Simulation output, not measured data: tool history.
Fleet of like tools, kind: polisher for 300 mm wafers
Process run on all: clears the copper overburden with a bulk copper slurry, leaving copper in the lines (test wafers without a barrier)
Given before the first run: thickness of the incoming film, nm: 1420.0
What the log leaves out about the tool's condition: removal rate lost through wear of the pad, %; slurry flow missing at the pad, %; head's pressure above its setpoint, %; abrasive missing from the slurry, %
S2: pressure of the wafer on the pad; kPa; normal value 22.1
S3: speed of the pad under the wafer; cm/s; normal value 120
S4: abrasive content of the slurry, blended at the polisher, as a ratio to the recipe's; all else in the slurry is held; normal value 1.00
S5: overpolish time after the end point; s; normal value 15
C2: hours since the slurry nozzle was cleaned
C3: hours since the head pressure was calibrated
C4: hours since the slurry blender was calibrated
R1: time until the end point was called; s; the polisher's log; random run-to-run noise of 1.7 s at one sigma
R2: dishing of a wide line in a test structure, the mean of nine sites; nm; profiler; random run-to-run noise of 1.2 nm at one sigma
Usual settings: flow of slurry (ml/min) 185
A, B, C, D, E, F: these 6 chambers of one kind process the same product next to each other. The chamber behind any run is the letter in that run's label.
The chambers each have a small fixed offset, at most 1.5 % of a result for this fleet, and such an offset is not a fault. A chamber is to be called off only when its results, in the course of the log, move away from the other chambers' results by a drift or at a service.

-- day=0.096 chamber C: slurry nozzle cleaned
-- day=0.104 chamber C: worn pad replaced by a new one
-- day=0.175 chamber F: worn pad replaced by a new one
run 1A day=0.446 | flow_of_slurry_(ml/min)=185 S2=22.1 S3=120 S4=1.00 S5=15 | wafers_polished_on_this_pad=838 C2=604.1 C3=54.5 C4=137.3 | R1=112.200 R2=83.483
run 2E day=0.829 | flow_of_slurry_(ml/min)=185 S2=22.1 S3=120 S4=1.00 S5=15 | wafers_polished_on_this_pad=818 C2=405.7 C3=607.1 C4=260.5 | R1=110.880 R2=83.679
-- day=1.171 chamber D: head pressure recalibrated
run 3B day=1.271 | flow_of_slurry_(ml/min)=185 S2=22.1 S3=120 S4=1.00 S5=15 | wafers_polished_on_this_pad=978 C2=125.1 C3=590.4 C4=90.5 | R1=112.290 R2=82.672
run 4C day=1.600 | flow_of_slurry_(ml/min)=185 S2=22.1 S3=120 S4=1.00 S5=15 | wafers_polished_on_this_pad=287 C2=36.2 C3=357.4 C4=60.4 | R1=112.710 R2=82.899
-- day=1.638 chamber A: worn pad replaced by a new one
run 5D day=1.925 | flow_of_slurry_(ml/min)=185 S2=22.1 S3=120 S4=1.00 S5=15 | wafers_polished_on_this_pad=550 C2=64.8 C3=18.2 C4=170.4 | R1=112.780 R2=83.317
run 6F day=2.454 | flow_of_slurry_(ml/min)=185 S2=22.1 S3=120 S4=1.00 S5=15 | wafers_polished_on_this_pad=437 C2=340.4 C3=345.2 C4=294.1 | R1=111.810 R2=83.604
-- day=2.512 chamber B: worn pad replaced by a new one
-- day=2.646 chamber A: slurry blender recalibrated
-- day=2.883 chamber D: worn pad replaced by a new one
run 7E day=2.967 | flow_of_slurry_(ml/min)=185 S2=22.1 S3=120 S4=1.00 S5=15 | wafers_polished_on_this_pad=1228 C2=457.0 C3=658.4 C4=311.8 | R1=110.500 R2=83.308
-- day=3.021 chamber F: slurry blender recalibrated
run 8D day=3.296 | flow_of_slurry_(ml/min)=185 S2=22.1 S3=120 S4=1.00 S5=15 | wafers_polished_on_this_pad=79 C2=97.7 C3=51.1 C4=203.3 | R1=109.900 R2=84.033
-- day=3.746 chamber C: worn pad replaced by a new one
run 9A day=3.788 | flow_of_slurry_(ml/min)=185 S2=22.1 S3=120 S4=1.00 S5=15 | wafers_polished_on_this_pad=412 C2=684.3 C3=134.7 C4=27.4 | R1=109.820 R2=85.703
run 10C day=4.062 | flow_of_slurry_(ml/min)=135 S2=22.1 S3=154 S4=1.00 S5=15 | wafers_polished_on_this_pad=61 C2=95.3 C3=416.5 C4=119.5 | R1=94.103 R2=90.547
-- day=4.292 chamber E: worn pad replaced by a new one
run 11B day=4.338 | flow_of_slurry_(ml/min)=135 S2=22.1 S3=154 S4=1.00 S5=15 | wafers_polished_on_this_pad=349 C2=198.7 C3=664.0 C4=164.1 | R1=91.939 R2=86.683
-- day=4.658 chamber A: slurry nozzle cleaned
run 12F day=4.717 | flow_of_slurry_(ml/min)=135 S2=22.1 S3=154 S4=1.00 S5=15 | wafers_polished_on_this_pad=870 C2=394.7 C3=399.5 C4=40.8 | R1=88.421 R2=91.193
-- day=4.958 chamber C: head pressure recalibrated
-- day=5.021 chamber E: slurry blender recalibrated
run 13F day=5.233 | flow_of_slurry_(ml/min)=135 S2=22.1 S3=154 S4=1.00 S5=15 | wafers_polished_on_this_pad=969 C2=407.1 C3=411.9 C4=53.2 | R1=91.844 R2=89.267
run 14A day=5.571 | flow_of_slurry_(ml/min)=135 S2=22.1 S3=154 S4=1.00 S5=15 | wafers_polished_on_this_pad=753 C2=22.0 C3=177.5 C4=70.2 | R1=89.379 R2=89.638
run 15B day=5.842 | flow_of_slurry_(ml/min)=135 S2=22.1 S3=154 S4=1.00 S5=15 | wafers_polished_on_this_pad=637 C2=234.8 C3=700.1 C4=200.2 | R1=91.227 R2=87.864
-- day=5.888 chamber C: slurry blender recalibrated
-- day=6.267 chamber D: worn pad replaced by a new one
-- day=6.304 chamber B: slurry nozzle cleaned
run 16C day=6.433 | flow_of_slurry_(ml/min)=185 S2=22.1 S3=120 S4=1.00 S5=15 | wafers_polished_on_this_pad=515 C2=152.2 C3=35.4 C4=13.2 | R1=108.420 R2=81.623
-- day=6.788 chamber C: worn pad replaced by a new one
run 17E day=6.821 | flow_of_slurry_(ml/min)=185 S2=22.1 S3=120 S4=1.00 S5=15 | wafers_polished_on_this_pad=484 C2=549.5 C3=750.9 C4=43.3 | R1=106.940 R2=82.596
run 18D day=7.142 | flow_of_slurry_(ml/min)=185 S2=22.1 S3=120 S4=1.00 S5=15 | wafers_polished_on_this_pad=167 C2=190.0 C3=143.4 C4=295.6 | R1=110.450 R2=83.345
-- day=7.267 chamber A: worn pad replaced by a new one
run 19A day=7.608 | flow_of_slurry_(ml/min)=185 S2=22.1 S3=120 S4=1.00 S5=15 | wafers_polished_on_this_pad=65 C2=70.9 C3=226.4 C4=119.1 | R1=111.440 R2=81.447
-- day=7.858 chamber F: worn pad replaced by a new one
run 20C day=8.100 | flow_of_slurry_(ml/min)=185 S2=22.1 S3=120 S4=1.00 S5=15 | wafers_polished_on_this_pad=251 C2=192.2 C3=75.4 C4=53.2 | R1=111.280 R2=83.021
run 21F day=8.446 | flow_of_slurry_(ml/min)=185 S2=22.1 S3=120 S4=1.00 S5=15 | wafers_polished_on_this_pad=113 C2=484.2 C3=489.0 C4=130.3 | R1=109.340 R2=81.180
-- day=8.733 chamber E: head pressure recalibrated
-- day=8.783 chamber B: worn pad replaced by a new one
run 22B day=8.788 | flow_of_slurry_(ml/min)=150 S2=22.1 S3=120 S4=1.00 S5=19 | wafers_polished_on_this_pad=1 C2=59.6 C3=770.8 C4=270.9 | R1=117.600 R2=87.415
run 23D day=9.212 | flow_of_slurry_(ml/min)=150 S2=22.1 S3=120 S4=1.00 S5=19 | wafers_polished_on_this_pad=564 C2=239.7 C3=193.1 C4=345.3 | R1=115.890 R2=91.627
run 24E day=9.562 | flow_of_slurry_(ml/min)=150 S2=22.1 S3=120 S4=1.00 S5=19 | wafers_polished_on_this_pad=1009 C2=615.3 C3=19.9 C4=109.1 | R1=116.240 R2=89.001
run 25F day=9.883 | flow_of_slurry_(ml/min)=150 S2=22.1 S3=120 S4=1.00 S5=19 | wafers_polished_on_this_pad=388 C2=518.7 C3=523.5 C4=164.8 | R1=114.110 R2=90.662
-- day=10.154 chamber D: worn pad replaced by a new one
run 26B day=10.229 | flow_of_slurry_(ml/min)=150 S2=22.1 S3=120 S4=1.00 S5=19 | wafers_polished_on_this_pad=277 C2=94.2 C3=805.4 C4=305.5 | R1=121.250 R2=89.223
-- day=10.262 chamber C: worn pad replaced by a new one
run 27D day=10.529 | flow_of_slurry_(ml/min)=150 S2=22.1 S3=120 S4=1.00 S5=19 | wafers_polished_on_this_pad=72 C2=271.3 C3=224.7 C4=376.9 | R1=116.180 R2=89.342
-- day=10.604 chamber A: slurry blender recalibrated
run 28C day=10.867 | flow_of_slurry_(ml/min)=185 S2=22.1 S3=120 S4=1.15 S5=15 | wafers_polished_on_this_pad=116 C2=258.6 C3=141.8 C4=119.6 | R1=106.370 R2=85.048
-- day=11.042 chamber E: slurry nozzle cleaned
-- day=11.171 chamber C: slurry blender recalibrated
run 29E day=11.429 | flow_of_slurry_(ml/min)=185 S2=22.1 S3=120 S4=1.15 S5=15 | wafers_polished_on_this_pad=1367 C2=9.4 C3=64.7 C4=153.9 | R1=108.960 R2=84.031
run 30A day=11.712 | flow_of_slurry_(ml/min)=185 S2=22.1 S3=120 S4=1.15 S5=15 | wafers_polished_on_this_pad=851 C2=169.4 C3=324.9 C4=26.6 | R1=107.210 R2=86.174
-- day=12.046 chamber E: worn pad replaced by a new one
run 31F day=12.067 | flow_of_slurry_(ml/min)=185 S2=22.1 S3=120 S4=1.15 S5=15 | wafers_polished_on_this_pad=806 C2=571.1 C3=575.9 C4=217.2 | R1=107.980 R2=84.622
-- day=12.100 chamber C: slurry nozzle cleaned
-- day=12.367 chamber D: slurry blender recalibrated
-- day=12.379 chamber A: worn pad replaced by a new one
run 32D day=12.592 | flow_of_slurry_(ml/min)=185 S2=22.1 S3=120 S4=1.15 S5=15 | wafers_polished_on_this_pad=467 C2=320.8 C3=274.2 C4=5.4 | R1=109.050 R2=83.460
run 33C day=12.900 | flow_of_slurry_(ml/min)=185 S2=22.1 S3=120 S4=1.15 S5=15 | wafers_polished_on_this_pad=505 C2=19.3 C3=190.6 C4=41.6 | R1=106.940 R2=85.512
-- day=13.142 chamber C: worn pad replaced by a new one
run 34B day=13.367 | flow_of_slurry_(ml/min)=245 S2=22.1 S3=104 S4=1.00 S5=15 | wafers_polished_on_this_pad=878 C2=169.5 C3=880.7 C4=380.8 | R1=130.980 R2=78.089
run 35A day=13.700 | flow_of_slurry_(ml/min)=245 S2=22.1 S3=104 S4=1.00 S5=15 | wafers_polished_on_this_pad=253 C2=217.1 C3=372.6 C4=74.3 | R1=125.540 R2=78.242
-- day=13.800 chamber F: slurry nozzle cleaned
run 36E day=13.983 | flow_of_slurry_(ml/min)=245 S2=22.1 S3=104 S4=1.00 S5=15 | wafers_polished_on_this_pad=371 C2=70.7 C3=126.0 C4=215.2 | R1=125.500 R2=77.523
run 37F day=14.408 | flow_of_slurry_(ml/min)=245 S2=22.1 S3=104 S4=1.00 S5=15 | wafers_polished_on_this_pad=1255 C2=14.7 C3=632.1 C4=273.4 | R1=123.070 R2=78.576
run 38E day=14.933 | flow_of_slurry_(ml/min)=245 S2=22.1 S3=104 S4=1.00 S5=15 | wafers_polished_on_this_pad=553 C2=93.5 C3=148.8 C4=238.0 | R1=122.000 R2=79.184
run 39A day=15.338 | flow_of_slurry_(ml/min)=245 S2=22.1 S3=104 S4=1.00 S5=15 | wafers_polished_on_this_pad=567 C2=256.4 C3=411.9 C4=113.6 | R1=118.790 R2=79.762
run 40B day=15.700 | flow_of_slurry_(ml/min)=185 S2=22.1 S3=120 S4=1.00 S5=15 | wafers_polished_on_this_pad=1325 C2=225.5 C3=936.7 C4=436.8 | R1=120.270 R2=80.393
-- day=16.196 chamber C: worn pad replaced by a new one
run 41C day=16.271 | flow_of_slurry_(ml/min)=185 S2=22.1 S3=120 S4=1.00 S5=15 | wafers_polished_on_this_pad=14 C2=100.2 C3=271.5 C4=122.5 | R1=112.110 R2=83.394

Which is it: a chamber that has drifted or been left off by a service, a gauge drift common to all chambers, or only each chamber's usual small offset? If a chamber is off, name it and its likeliest cause.

It is chamber B that slowly wanders off from its peers.
Cause: abrasive missing from the slurry, % = 34.1.
Not necessarily distinguishable in this log from: head's pressure below its setpoint, %.

Here are 4 candidates for chamber B's next run, each the usual settings with a change, their results left as question marks. Which one brings its results back in line with what the others give on the usual settings?
A result is in line if it is within this distance of the other chambers' mean on the usual settings: R1 6.000 s; R2 4.200 nm
run 42B-1 day=16.717 | flow_of_slurry_(ml/min)=180 S2=20.0 S3=108 S4=1.00 S5=15 | R1=? R2=?
run 42B-2 day=16.717 | flow_of_slurry_(ml/min)=185 S2=22.8 S3=126 S4=1.00 S5=15 | R1=? R2=?
run 42B-3 day=16.717 | flow_of_slurry_(ml/min)=190 S2=24.1 S3=132 S4=1.00 S5=16 | R1=? R2=?
run 42B-4 day=16.717 | flow_of_slurry_(ml/min)=185 S2=21.4 S3=114 S4=1.00 S5=15 | R1=? R2=?

The mean the other chambers reach with the usual settings: R1 111.300 s; R2 83.038 nm
run=42B-1 R1=150.580 R2=69.785
run=42B-2 R1=113.420 R2=81.962
run=42B-3 R1=101.830 R2=89.020
run=42B-4 R1=133.160 R2=75.141
42B-2 brings the chamber back in line.

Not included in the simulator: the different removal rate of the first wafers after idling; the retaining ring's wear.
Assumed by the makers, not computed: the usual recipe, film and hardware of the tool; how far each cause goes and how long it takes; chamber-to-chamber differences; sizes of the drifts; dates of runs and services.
